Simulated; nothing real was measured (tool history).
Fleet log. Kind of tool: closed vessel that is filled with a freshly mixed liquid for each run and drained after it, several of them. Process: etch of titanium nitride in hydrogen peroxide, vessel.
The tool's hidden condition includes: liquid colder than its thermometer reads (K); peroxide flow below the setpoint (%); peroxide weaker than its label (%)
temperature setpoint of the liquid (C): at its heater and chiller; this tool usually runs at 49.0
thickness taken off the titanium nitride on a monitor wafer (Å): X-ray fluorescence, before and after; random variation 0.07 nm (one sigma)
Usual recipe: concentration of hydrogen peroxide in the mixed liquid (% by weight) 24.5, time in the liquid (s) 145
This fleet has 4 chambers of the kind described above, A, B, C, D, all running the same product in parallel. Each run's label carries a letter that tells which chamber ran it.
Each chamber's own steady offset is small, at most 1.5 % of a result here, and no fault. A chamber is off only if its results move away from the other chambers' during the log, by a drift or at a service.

run	hour	temperature setpoint of the liquid (C)	concentration of hydrogen peroxide in the mixed liquid (% by weight)	time in the liquid (s)	hours since the thermometer was replaced	hours since the peroxide flow meter was replaced	hours since the drum of peroxide was connected	read-back film thickness of the titanium nitride reference wafer, read on the same gauge (nm)	thickness taken off the titanium nitride on a monitor wafer (Å)
# hour 0.8: chamber B: peroxide flow meter replaced
1A	6.8	49.0	24.5	145	535.6	1844.7	229.4	70.048	116.660
2C	10.8	49.0	24.5	145	136.9	435.7	315.1	70.012	116.720
3B	18.9	49.0	24.5	145	813.8	18.1	160.0	70.001	115.180
4D	24.7	49.0	24.5	145	494.4	704.7	333.4	70.038	117.280
5A	30.5	49.0	24.5	145	559.3	1868.4	253.1	70.000	117.360
6C	38.4	43.0	24.5	200	164.5	463.3	342.7	70.008	103.860
# hour 43.4: chamber C: new drum of peroxide connected
7B	46.6	43.0	24.5	200	841.5	45.8	187.7	69.953	102.260
8D	52.5	43.0	24.5	200	522.2	732.5	361.2	70.037	102.630
9A	56.5	43.0	24.5	200	585.3	1894.4	279.1	69.990	104.180
10D	63.3	49.0	24.5	145	533.0	743.3	372.0	69.981	116.250
# hour 64.0: chamber A: new drum of peroxide connected
11B	70.9	49.0	24.5	145	865.8	70.1	212.0	69.999	114.720
12C	76.4	49.0	24.5	145	202.5	501.3	33.1	70.012	117.340
13D	81.7	40.5	24.5	100	551.4	761.7	390.4	70.039	42.239
14B	89.9	40.5	24.5	100	884.8	89.1	231.0	70.019	41.626
15C	97.4	40.5	24.5	100	223.5	522.3	54.1	69.964	42.955
16A	106.1	40.5	24.5	100	634.9	1944.0	42.2	69.960	42.233
17D	113.8	49.0	24.5	145	583.5	793.8	422.5	70.026	117.670
18A	118.6	49.0	24.5	145	647.4	1956.5	54.7	70.016	118.390
19B	124.7	53.5	24.5	210	919.6	123.9	265.8	70.003	223.830
20C	133.5	53.5	24.5	210	259.6	558.4	90.2	69.979	234.660
21C	140.7	53.5	24.5	210	266.8	565.6	97.4	70.055	236.000
22D	147.3	53.5	24.5	210	617.0	827.3	456.0	70.019	232.650
23A	151.5	49.0	24.5	145	680.3	1989.4	87.6	70.000	116.150
24B	158.8	49.0	24.5	145	953.7	158.0	299.9	69.966	111.500
25A	164.7	49.0	24.5	145	693.5	2002.6	100.8	70.002	116.920
26B	169.6	49.0	24.5	145	964.5	168.8	310.7	69.971	112.080
27C	174.5	49.0	24.5	145	300.6	599.4	131.2	69.990	117.960
28D	179.6	49.0	24.5	145	649.3	859.6	488.3	70.031	117.570
29B	185.3	49.0	24.5	145	980.2	184.5	326.4	69.988	110.260
30C	193.7	49.0	24.5	145	319.8	618.6	150.4	70.004	117.490
31A	201.4	49.0	24.5	145	730.2	2039.3	137.5	70.055	115.420

Which is it: a chamber that has drifted or been left off by a service, a gauge drift common to all chambers, or only each chamber's usual small offset? If a chamber is off, name it and its likeliest cause.

One chamber, B, drifts off from the rest bit by bit.
Most likely cause: liquid colder than its thermometer reads (K) = 0.63.

Which of the 4 candidates below, each the usual settings with something changed and its results left as question marks, puts chamber B back in line with what the other chambers give on the usual settings?
Counts as in line when no further than this from what the other chambers average on the usual settings: thickness taken off the titanium nitride on a monitor wafer (Å) 2.400
32B-1	207.9	49.0	24.5	155					?
32B-2	207.9	49.0	22.0	145					?
32B-3	207.9	49.0	27.0	145					?
32B-4	207.9	49.0	18.5	145					?

Mean of the other chambers on the usual settings: thickness taken off the titanium nitride on a monitor wafer (Å) 116.910
run	thickness taken off the titanium nitride on a monitor wafer (Å)
32B-1	117.640
32B-2	107.550
32B-3	112.370
32B-4	103.700
32B-1 brings the chamber back in line.
